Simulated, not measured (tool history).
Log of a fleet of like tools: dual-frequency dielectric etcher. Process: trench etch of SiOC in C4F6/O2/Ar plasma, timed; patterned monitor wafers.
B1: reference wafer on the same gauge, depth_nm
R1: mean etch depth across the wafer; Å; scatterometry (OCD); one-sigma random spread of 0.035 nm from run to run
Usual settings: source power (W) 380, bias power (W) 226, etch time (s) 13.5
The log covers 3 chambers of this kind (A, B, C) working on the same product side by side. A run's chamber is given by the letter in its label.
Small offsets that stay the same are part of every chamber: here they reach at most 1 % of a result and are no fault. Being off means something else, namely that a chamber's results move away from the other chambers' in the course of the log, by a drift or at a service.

-- hour=1.9 chamber A: bias power generator calibrated
-- hour=1.9 chamber C: wet clean of the chamber
run 1A hour=5.1 | source_power_(W)=380 bias_power_(W)=226 etch_time_(s)=13.5 | B1=30.501 | R1=294.92
run 2B hour=10.8 | source_power_(W)=380 bias_power_(W)=226 etch_time_(s)=13.5 | B1=30.512 | R1=295.5
run 3C hour=19.7 | source_power_(W)=380 bias_power_(W)=226 etch_time_(s)=13.5 | B1=30.51 | R1=293.72
run 4B hour=26.3 | source_power_(W)=380 bias_power_(W)=226 etch_time_(s)=13.5 | B1=30.523 | R1=295.03
run 5C hour=31 | source_power_(W)=380 bias_power_(W)=226 etch_time_(s)=13.5 | B1=30.519 | R1=294.14
run 6A hour=39.4 | source_power_(W)=380 bias_power_(W)=226 etch_time_(s)=13.5 | B1=30.52 | R1=295.66
run 7B hour=45.1 | source_power_(W)=380 bias_power_(W)=226 etch_time_(s)=13.5 | B1=30.527 | R1=295.48
run 8C hour=52.1 | source_power_(W)=380 bias_power_(W)=226 etch_time_(s)=13.5 | B1=30.532 | R1=294.78
run 9A hour=61.1 | source_power_(W)=380 bias_power_(W)=226 etch_time_(s)=13.5 | B1=30.534 | R1=295.06
run 10A hour=67.7 | source_power_(W)=380 bias_power_(W)=226 etch_time_(s)=13.5 | B1=30.534 | R1=295.43
run 11C hour=75.6 | source_power_(W)=380 bias_power_(W)=226 etch_time_(s)=13.5 | B1=30.555 | R1=295.39
run 12B hour=81.5 | source_power_(W)=380 bias_power_(W)=226 etch_time_(s)=10 | B1=30.55 | R1=219.29
run 13A hour=86.4 | source_power_(W)=380 bias_power_(W)=226 etch_time_(s)=10 | B1=30.548 | R1=218.86
run 14B hour=90.8 | source_power_(W)=380 bias_power_(W)=226 etch_time_(s)=10 | B1=30.558 | R1=218.92
run 15C hour=98 | source_power_(W)=380 bias_power_(W)=226 etch_time_(s)=13.5 | B1=30.566 | R1=295.55
run 16C hour=105.9 | source_power_(W)=380 bias_power_(W)=226 etch_time_(s)=13.5 | B1=30.559 | R1=294.05
run 17B hour=113.7 | source_power_(W)=380 bias_power_(W)=175 etch_time_(s)=10.5 | B1=30.567 | R1=211.1
run 18A hour=120 | source_power_(W)=380 bias_power_(W)=175 etch_time_(s)=10.5 | B1=30.566 | R1=211.32
run 19A hour=128.2 | source_power_(W)=380 bias_power_(W)=175 etch_time_(s)=10.5 | B1=30.569 | R1=211.47
run 20B hour=134.3 | source_power_(W)=380 bias_power_(W)=226 etch_time_(s)=13.5 | B1=30.58 | R1=295.95
run 21C hour=140.8 | source_power_(W)=380 bias_power_(W)=226 etch_time_(s)=13.5 | B1=30.585 | R1=294.66
run 22B hour=146.2 | source_power_(W)=380 bias_power_(W)=226 etch_time_(s)=13.5 | B1=30.584 | R1=295.92
run 23A hour=152.5 | source_power_(W)=380 bias_power_(W)=226 etch_time_(s)=13.5 | B1=30.597 | R1=296.02
run 24C hour=158.8 | source_power_(W)=380 bias_power_(W)=226 etch_time_(s)=13.5 | B1=30.595 | R1=294.8
run 25A hour=166.3 | source_power_(W)=310 bias_power_(W)=226 etch_time_(s)=17 | B1=30.609 | R1=344.36
run 26C hour=172.5 | source_power_(W)=310 bias_power_(W)=226 etch_time_(s)=17 | B1=30.602 | R1=343.62
run 27B hour=177.8 | source_power_(W)=310 bias_power_(W)=226 etch_time_(s)=17 | B1=30.608 | R1=345.23
run 28A hour=184.2 | source_power_(W)=380 bias_power_(W)=226 etch_time_(s)=13.5 | B1=30.603 | R1=295.72
run 29B hour=188.5 | source_power_(W)=380 bias_power_(W)=226 etch_time_(s)=13.5 | B1=30.621 | R1=296.07
run 30C hour=194.7 | source_power_(W)=380 bias_power_(W)=226 etch_time_(s)=13.5 | B1=30.611 | R1=295.06
run 31C hour=200.6 | source_power_(W)=380 bias_power_(W)=226 etch_time_(s)=16.5 | B1=30.613 | R1=360.32
run 32B hour=204.7 | source_power_(W)=380 bias_power_(W)=226 etch_time_(s)=16.5 | B1=30.63 | R1=361.34
run 33A hour=212.9 | source_power_(W)=380 bias_power_(W)=226 etch_time_(s)=16.5 | B1=30.636 | R1=361.91
run 34A hour=221 | source_power_(W)=380 bias_power_(W)=226 etch_time_(s)=13.5 | B1=30.628 | R1=295.96
run 35B hour=227 | source_power_(W)=380 bias_power_(W)=226 etch_time_(s)=13.5 | B1=30.642 | R1=296.73
run 36C hour=236.1 | source_power_(W)=380 bias_power_(W)=226 etch_time_(s)=13.5 | B1=30.636 | R1=295.4
run 37C hour=244.3 | source_power_(W)=380 bias_power_(W)=226 etch_time_(s)=13.5 | B1=30.645 | R1=295.3

Read the log: is a single chamber off, either drifting away or since a service, is the gauge that measures every chamber drifting, or is nothing wrong beyond small per-chamber offsets? Name any odd chamber and what most likely caused it.

It is the gauge, not a chamber: its drift shows up in every chamber's results at once, and no chamber is off.
Likeliest cause: gauge reads high (%) = 0.485.
